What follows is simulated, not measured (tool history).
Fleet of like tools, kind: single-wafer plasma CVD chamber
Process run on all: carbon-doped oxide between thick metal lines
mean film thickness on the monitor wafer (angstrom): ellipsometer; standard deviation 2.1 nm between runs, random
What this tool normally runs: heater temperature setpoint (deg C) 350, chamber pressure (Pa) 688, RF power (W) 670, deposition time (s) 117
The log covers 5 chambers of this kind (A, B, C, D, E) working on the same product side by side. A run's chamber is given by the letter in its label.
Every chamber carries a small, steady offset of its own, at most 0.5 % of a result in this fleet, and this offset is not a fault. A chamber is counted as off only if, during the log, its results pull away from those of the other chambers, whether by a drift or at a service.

run	hour	heater temperature setpoint (deg C)	chamber pressure (Pa)	RF power (W)	deposition time (s)	read-back reference wafer on the same gauge, thickness_nm	mean film thickness on the monitor wafer (angstrom)
1D	13.1	350	688	670	117	707.65	7052.3
2E	19.7	350	688	670	117	706.69	7021.9
3B	28.9	350	688	670	117	706.89	7087.7
4A	37.1	350	688	670	117	707.09	7061.2
# hour 37.3: chamber D: capacitance manometer re-zeroed and calibrated
5C	51.5	350	688	670	117	706.65	7072.5
# hour 56.0: chamber A: capacitance manometer re-zeroed and calibrated
6C	64.9	350	688	670	117	706.92	7064.5
7B	73.9	350	688	670	117	707.31	7088.3
8E	80.7	350	688	670	117	707.01	7078.1
9D	87.6	350	688	670	117	707.12	7044.7
10A	100.5	350	688	670	117	707.03	7080.9
11D	108.9	350	688	670	117	706.81	7048.3
12C	118.0	350	688	670	117	706.60	7069.7
# hour 120.6: chamber B: RF generator calibrated
13B	131.0	350	688	670	117	706.90	7124.7
14E	145.5	350	688	670	117	706.30	7036.7
15A	152.8	350	688	670	117	706.83	7082.7
# hour 153.9: chamber C: RF generator calibrated
16D	165.6	350	688	670	117	706.91	7017.1
17E	173.3	350	688	670	117	707.43	7065.9
18C	186.0	350	688	670	117	707.19	7078.5
19A	197.5	350	688	670	117	707.04	7047.3
# hour 205.3: chamber E: RF generator calibrated
20B	209.9	350	688	670	117	706.95	7063.3
21C	220.1	350	688	670	117	707.26	7069.9
22E	230.9	350	688	670	117	706.37	7056.3
23D	241.3	350	688	670	117	706.83	7055.6
24A	248.7	350	688	670	117	706.84	7056.9
25B	259.1	350	688	670	117	706.70	7087.1
26E	270.2	358	688	670	117	707.18	6891.8
# hour 276.3: chamber C: thermocouple changed; heater temperature recalibrated
27A	277.3	358	688	670	117	707.24	6946.3
28C	285.8	358	688	670	117	707.37	6935.1
29D	300.0	358	688	670	117	706.67	6921.6
30B	306.8	358	688	670	117	706.90	6959.4
# hour 307.4: chamber D: thermocouple changed; heater temperature recalibrated
31A	316.9	350	688	670	117	707.14	7066.0
32E	325.3	350	688	670	117	706.95	7066.7
33C	337.1	350	688	670	117	706.69	7075.1
34D	344.5	350	527	670	106	707.61	6120.8
35B	351.8	350	527	670	106	706.67	6160.0
36B	359.2	350	527	670	106	707.10	6152.6
37A	373.5	350	527	670	106	707.07	6153.0
38D	384.0	350	527	670	106	706.94	6139.2

For the next run the whole fleet of 5 chambers uses the same settings. Give each chamber's results:
39A	394.6	350	688	670	117		?
39B	394.6	350	688	670	117		?
39C	394.6	350	688	670	117		?
39D	394.6	350	688	670	117		?
39E	394.6	350	688	670	117		?

run	mean film thickness on the monitor wafer (angstrom)
39A	7056.3
39B	7116.6
39C	7046.3
39D	7054.5
39E	7026.6

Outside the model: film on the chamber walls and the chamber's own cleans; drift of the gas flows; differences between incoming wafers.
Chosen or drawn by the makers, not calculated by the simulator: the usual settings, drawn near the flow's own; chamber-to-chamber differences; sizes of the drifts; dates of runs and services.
